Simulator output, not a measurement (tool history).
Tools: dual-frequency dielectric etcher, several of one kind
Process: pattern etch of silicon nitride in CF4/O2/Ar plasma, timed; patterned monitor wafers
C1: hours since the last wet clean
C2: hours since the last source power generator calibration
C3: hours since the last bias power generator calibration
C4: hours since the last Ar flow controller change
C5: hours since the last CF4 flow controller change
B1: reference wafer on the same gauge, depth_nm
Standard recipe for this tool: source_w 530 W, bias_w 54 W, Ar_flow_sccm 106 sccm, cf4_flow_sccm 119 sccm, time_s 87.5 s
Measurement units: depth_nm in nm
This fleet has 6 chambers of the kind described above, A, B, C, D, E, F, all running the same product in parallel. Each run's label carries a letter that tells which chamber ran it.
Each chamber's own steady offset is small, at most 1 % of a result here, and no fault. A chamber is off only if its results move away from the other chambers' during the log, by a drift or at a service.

{"run": "1F", "hour": 5.7, "source_w": 530, "bias_w": 54, "Ar_flow_sccm": 106, "cf4_flow_sccm": 119, "time_s": 87.5, "C1": 310.6, "C2": 1933.9, "C3": 321.7, "C4": 1207.7, "C5": 3126.5, "B1": 196.05, "depth_nm": 182.4}
{"run": "2A", "hour": 11.0, "source_w": 530, "bias_w": 54, "Ar_flow_sccm": 106, "cf4_flow_sccm": 119, "time_s": 87.5, "C1": 276.6, "C2": 289.8, "C3": 4784, "C4": 1926.6, "C5": 2485.1, "B1": 196.02, "depth_nm": 182.91}
{"run": "3B", "hour": 16.4, "source_w": 530, "bias_w": 54, "Ar_flow_sccm": 106, "cf4_flow_sccm": 119, "time_s": 87.5, "C1": 354.7, "C2": 1350.9, "C3": 554.7, "C4": 1457.7, "C5": 2001.8, "B1": 196.05, "depth_nm": 184.7}
{"run": "4D", "hour": 23.3, "source_w": 530, "bias_w": 54, "Ar_flow_sccm": 106, "cf4_flow_sccm": 119, "time_s": 87.5, "C1": 67.4, "C2": 442.8, "C3": 504.1, "C4": 2835.1, "C5": 1097.5, "B1": 196.12, "depth_nm": 182.29}
{"hour": 25.3, "done": "chamber E: source power generator calibrated"}
{"run": "5E", "hour": 28.6, "source_w": 530, "bias_w": 54, "Ar_flow_sccm": 106, "cf4_flow_sccm": 119, "time_s": 87.5, "C1": 226, "C2": 3.3, "C3": 3300.9, "C4": 537.1, "C5": 4225.2, "B1": 195.79, "depth_nm": 182.73}
{"hour": 29.8, "done": "chamber E: bias power generator calibrated"}
{"run": "6C", "hour": 33.7, "source_w": 530, "bias_w": 66, "Ar_flow_sccm": 92, "cf4_flow_sccm": 119, "time_s": 87.5, "C1": 524.8, "C2": 2283.6, "C3": 935.1, "C4": 1317.4, "C5": 1295.5, "B1": 195.93, "depth_nm": 200.1}
{"run": "7D", "hour": 39.5, "source_w": 530, "bias_w": 66, "Ar_flow_sccm": 92, "cf4_flow_sccm": 119, "time_s": 87.5, "C1": 83.6, "C2": 459, "C3": 520.3, "C4": 2851.3, "C5": 1113.7, "B1": 195.85, "depth_nm": 200.61}
{"run": "8F", "hour": 43.7, "source_w": 530, "bias_w": 66, "Ar_flow_sccm": 92, "cf4_flow_sccm": 119, "time_s": 87.5, "C1": 348.6, "C2": 1971.9, "C3": 359.7, "C4": 1245.7, "C5": 3164.5, "B1": 195.86, "depth_nm": 198.99}
{"run": "9A", "hour": 50.8, "source_w": 530, "bias_w": 66, "Ar_flow_sccm": 92, "cf4_flow_sccm": 119, "time_s": 87.5, "C1": 316.4, "C2": 329.6, "C3": 4823.8, "C4": 1966.4, "C5": 2524.9, "B1": 195.95, "depth_nm": 200.77}
{"run": "10C", "hour": 57.2, "source_w": 530, "bias_w": 66, "Ar_flow_sccm": 92, "cf4_flow_sccm": 119, "time_s": 87.5, "C1": 548.3, "C2": 2307.1, "C3": 958.6, "C4": 1340.9, "C5": 1319, "B1": 196.06, "depth_nm": 200.42}
{"run": "11E", "hour": 63.6, "source_w": 530, "bias_w": 66, "Ar_flow_sccm": 92, "cf4_flow_sccm": 119, "time_s": 87.5, "C1": 261, "C2": 38.3, "C3": 33.8, "C4": 572.1, "C5": 4260.2, "B1": 196.14, "depth_nm": 200.65}
{"run": "12B", "hour": 71.1, "source_w": 570, "bias_w": 54, "Ar_flow_sccm": 106, "cf4_flow_sccm": 94, "time_s": 87.5, "C1": 409.4, "C2": 1405.6, "C3": 609.4, "C4": 1512.4, "C5": 2056.5, "B1": 195.83, "depth_nm": 190.92}
{"run": "13F", "hour": 76.4, "source_w": 570, "bias_w": 54, "Ar_flow_sccm": 106, "cf4_flow_sccm": 94, "time_s": 87.5, "C1": 381.3, "C2": 2004.6, "C3": 392.4, "C4": 1278.4, "C5": 3197.2, "B1": 195.88, "depth_nm": 189.16}
{"hour": 80.4, "done": "chamber C: wet clean of the chamber"}
{"run": "14B", "hour": 80.7, "source_w": 570, "bias_w": 54, "Ar_flow_sccm": 106, "cf4_flow_sccm": 94, "time_s": 87.5, "C1": 419, "C2": 1415.2, "C3": 619, "C4": 1522, "C5": 2066.1, "B1": 196.02, "depth_nm": 190.72}
{"run": "15C", "hour": 85.0, "source_w": 570, "bias_w": 54, "Ar_flow_sccm": 106, "cf4_flow_sccm": 94, "time_s": 87.5, "C1": 4.7, "C2": 2334.9, "C3": 986.4, "C4": 1368.7, "C5": 1346.8, "B1": 196, "depth_nm": 183.6}
{"run": "16E", "hour": 91.5, "source_w": 570, "bias_w": 54, "Ar_flow_sccm": 106, "cf4_flow_sccm": 94, "time_s": 87.5, "C1": 288.9, "C2": 66.2, "C3": 61.7, "C4": 600, "C5": 4288.1, "B1": 196.1, "depth_nm": 189.4}
{"run": "17A", "hour": 97.3, "source_w": 570, "bias_w": 54, "Ar_flow_sccm": 106, "cf4_flow_sccm": 94, "time_s": 87.5, "C1": 362.9, "C2": 376.1, "C3": 4870.3, "C4": 2012.9, "C5": 2571.4, "B1": 195.99, "depth_nm": 189.31}
{"hour": 98.2, "done": "chamber A: bias power generator calibrated"}
{"run": "18D", "hour": 105.1, "source_w": 530, "bias_w": 54, "Ar_flow_sccm": 106, "cf4_flow_sccm": 119, "time_s": 87.5, "C1": 149.2, "C2": 524.6, "C3": 585.9, "C4": 2916.9, "C5": 1179.3, "B1": 196.16, "depth_nm": 180.3}
{"run": "19B", "hour": 112.3, "source_w": 530, "bias_w": 54, "Ar_flow_sccm": 106, "cf4_flow_sccm": 119, "time_s": 87.5, "C1": 450.6, "C2": 1446.8, "C3": 650.6, "C4": 1553.6, "C5": 2097.7, "B1": 196.11, "depth_nm": 185.04}
{"run": "20C", "hour": 118.9, "source_w": 530, "bias_w": 54, "Ar_flow_sccm": 106, "cf4_flow_sccm": 119, "time_s": 87.5, "C1": 38.6, "C2": 2368.8, "C3": 1020.3, "C4": 1402.6, "C5": 1380.7, "B1": 195.93, "depth_nm": 177.37}
{"run": "21A", "hour": 124.3, "source_w": 530, "bias_w": 54, "Ar_flow_sccm": 106, "cf4_flow_sccm": 119, "time_s": 87.5, "C1": 389.9, "C2": 403.1, "C3": 26.2, "C4": 2039.9, "C5": 2598.4, "B1": 196.1, "depth_nm": 182.56}
{"run": "22E", "hour": 128.9, "source_w": 530, "bias_w": 54, "Ar_flow_sccm": 106, "cf4_flow_sccm": 119, "time_s": 87.5, "C1": 326.3, "C2": 103.6, "C3": 99.1, "C4": 637.4, "C5": 4325.5, "B1": 196.04, "depth_nm": 182.85}
{"run": "23D", "hour": 133.6, "source_w": 530, "bias_w": 54, "Ar_flow_sccm": 106, "cf4_flow_sccm": 119, "time_s": 87.5, "C1": 177.7, "C2": 553.1, "C3": 614.4, "C4": 2945.4, "C5": 1207.8, "B1": 196.11, "depth_nm": 182.41}
{"run": "24F", "hour": 137.7, "source_w": 530, "bias_w": 54, "Ar_flow_sccm": 106, "cf4_flow_sccm": 119, "time_s": 87.5, "C1": 442.6, "C2": 2065.9, "C3": 453.7, "C4": 1339.7, "C5": 3258.5, "B1": 196.04, "depth_nm": 180.83}
{"run": "25E", "hour": 144.2, "source_w": 530, "bias_w": 54, "Ar_flow_sccm": 106, "cf4_flow_sccm": 144, "time_s": 87.5, "C1": 341.6, "C2": 118.9, "C3": 114.4, "C4": 652.7, "C5": 4340.8, "B1": 195.85, "depth_nm": 186}
{"run": "26A", "hour": 148.0, "source_w": 530, "bias_w": 54, "Ar_flow_sccm": 106, "cf4_flow_sccm": 144, "time_s": 87.5, "C1": 413.6, "C2": 426.8, "C3": 49.9, "C4": 2063.6, "C5": 2622.1, "B1": 195.95, "depth_nm": 186.55}
{"run": "27D", "hour": 154.0, "source_w": 530, "bias_w": 54, "Ar_flow_sccm": 106, "cf4_flow_sccm": 144, "time_s": 87.5, "C1": 198.1, "C2": 573.5, "C3": 634.8, "C4": 2965.8, "C5": 1228.2, "B1": 195.97, "depth_nm": 186.64}
{"hour": 160.6, "done": "chamber A: wet clean of the chamber"}
{"run": "28B", "hour": 161.2, "source_w": 530, "bias_w": 54, "Ar_flow_sccm": 106, "cf4_flow_sccm": 144, "time_s": 87.5, "C1": 499.5, "C2": 1495.7, "C3": 699.5, "C4": 1602.5, "C5": 2146.6, "B1": 196.09, "depth_nm": 188.24}
{"run": "29F", "hour": 165.7, "source_w": 530, "bias_w": 54, "Ar_flow_sccm": 106, "cf4_flow_sccm": 144, "time_s": 87.5, "C1": 470.6, "C2": 2093.9, "C3": 481.7, "C4": 1367.7, "C5": 3286.5, "B1": 195.82, "depth_nm": 185.92}
{"run": "30C", "hour": 173.9, "source_w": 530, "bias_w": 54, "Ar_flow_sccm": 106, "cf4_flow_sccm": 144, "time_s": 87.5, "C1": 93.6, "C2": 2423.8, "C3": 1075.3, "C4": 1457.6, "C5": 1435.7, "B1": 195.97, "depth_nm": 181.09}
{"run": "31F", "hour": 180.8, "source_w": 530, "bias_w": 54, "Ar_flow_sccm": 106, "cf4_flow_sccm": 119, "time_s": 87.5, "C1": 485.7, "C2": 2109, "C3": 496.8, "C4": 1382.8, "C5": 3301.6, "B1": 196.18, "depth_nm": 182.72}
{"run": "32B", "hour": 186.1, "source_w": 530, "bias_w": 54, "Ar_flow_sccm": 106, "cf4_flow_sccm": 119, "time_s": 87.5, "C1": 524.4, "C2": 1520.6, "C3": 724.4, "C4": 1627.4, "C5": 2171.5, "B1": 195.96, "depth_nm": 184.63}
{"run": "33D", "hour": 191.7, "source_w": 530, "bias_w": 54, "Ar_flow_sccm": 106, "cf4_flow_sccm": 119, "time_s": 87.5, "C1": 235.8, "C2": 611.2, "C3": 672.5, "C4": 3003.5, "C5": 1265.9, "B1": 195.97, "depth_nm": 183.07}
{"run": "34A", "hour": 197.1, "source_w": 530, "bias_w": 54, "Ar_flow_sccm": 106, "cf4_flow_sccm": 119, "time_s": 87.5, "C1": 36.5, "C2": 475.9, "C3": 99, "C4": 2112.7, "C5": 2671.2, "B1": 195.96, "depth_nm": 183.29}
{"run": "35C", "hour": 202.5, "source_w": 530, "bias_w": 54, "Ar_flow_sccm": 106, "cf4_flow_sccm": 119, "time_s": 87.5, "C1": 122.2, "C2": 2452.4, "C3": 1103.9, "C4": 1486.2, "C5": 1464.3, "B1": 195.99, "depth_nm": 178.06}
{"run": "36E", "hour": 206.9, "source_w": 530, "bias_w": 54, "Ar_flow_sccm": 106, "cf4_flow_sccm": 119, "time_s": 87.5, "C1": 404.3, "C2": 181.6, "C3": 177.1, "C4": 715.4, "C5": 4403.5, "B1": 196.03, "depth_nm": 182.41}
{"hour": 211.8, "done": "chamber F: CF4 flow controller replaced"}
{"run": "37B", "hour": 213.4, "source_w": 530, "bias_w": 54, "Ar_flow_sccm": 106, "cf4_flow_sccm": 119, "time_s": 87.5, "C1": 551.7, "C2": 1547.9, "C3": 751.7, "C4": 1654.7, "C5": 2198.8, "B1": 196.15, "depth_nm": 184.79}
{"run": "38A", "hour": 219.3, "source_w": 530, "bias_w": 54, "Ar_flow_sccm": 106, "cf4_flow_sccm": 119, "time_s": 87.5, "C1": 58.7, "C2": 498.1, "C3": 121.2, "C4": 2134.9, "C5": 2693.4, "B1": 196.07, "depth_nm": 182.48}
{"run": "39F", "hour": 224.9, "source_w": 530, "bias_w": 54, "Ar_flow_sccm": 106, "cf4_flow_sccm": 119, "time_s": 87.5, "C1": 529.8, "C2": 2153.1, "C3": 540.9, "C4": 1426.9, "C5": 13.2, "B1": 195.89, "depth_nm": 181.49}
{"run": "40D", "hour": 230.1, "source_w": 530, "bias_w": 54, "Ar_flow_sccm": 106, "cf4_flow_sccm": 119, "time_s": 87.5, "C1": 274.2, "C2": 649.6, "C3": 710.9, "C4": 3041.9, "C5": 1304.3, "B1": 195.85, "depth_nm": 181.11}
{"run": "41C", "hour": 234.9, "source_w": 530, "bias_w": 54, "Ar_flow_sccm": 106, "cf4_flow_sccm": 119, "time_s": 87.5, "C1": 154.6, "C2": 2484.8, "C3": 1136.3, "C4": 1518.6, "C5": 1496.7, "B1": 196.07, "depth_nm": 177.99}

Each of the 6 chambers runs these same settings next. Fill in every chamber's results:
{"run": "42A", "hour": 240.8, "source_w": 530, "bias_w": 54, "Ar_flow_sccm": 106, "cf4_flow_sccm": 119, "time_s": 106, "depth_nm": "?"}
{"run": "42B", "hour": 240.8, "source_w": 530, "bias_w": 54, "Ar_flow_sccm": 106, "cf4_flow_sccm": 119, "time_s": 106, "depth_nm": "?"}
{"run": "42C", "hour": 240.8, "source_w": 530, "bias_w": 54, "Ar_flow_sccm": 106, "cf4_flow_sccm": 119, "time_s": 106, "depth_nm": "?"}
{"run": "42D", "hour": 240.8, "source_w": 530, "bias_w": 54, "Ar_flow_sccm": 106, "cf4_flow_sccm": 119, "time_s": 106, "depth_nm": "?"}
{"run": "42E", "hour": 240.8, "source_w": 530, "bias_w": 54, "Ar_flow_sccm": 106, "cf4_flow_sccm": 119, "time_s": 106, "depth_nm": "?"}
{"run": "42F", "hour": 240.8, "source_w": 530, "bias_w": 54, "Ar_flow_sccm": 106, "cf4_flow_sccm": 119, "time_s": 106, "depth_nm": "?"}

run=42A depth_nm=222.74
run=42B depth_nm=222.72
run=42C depth_nm=215.29
run=42D depth_nm=221.99
run=42E depth_nm=219.74
run=42F depth_nm=218.86
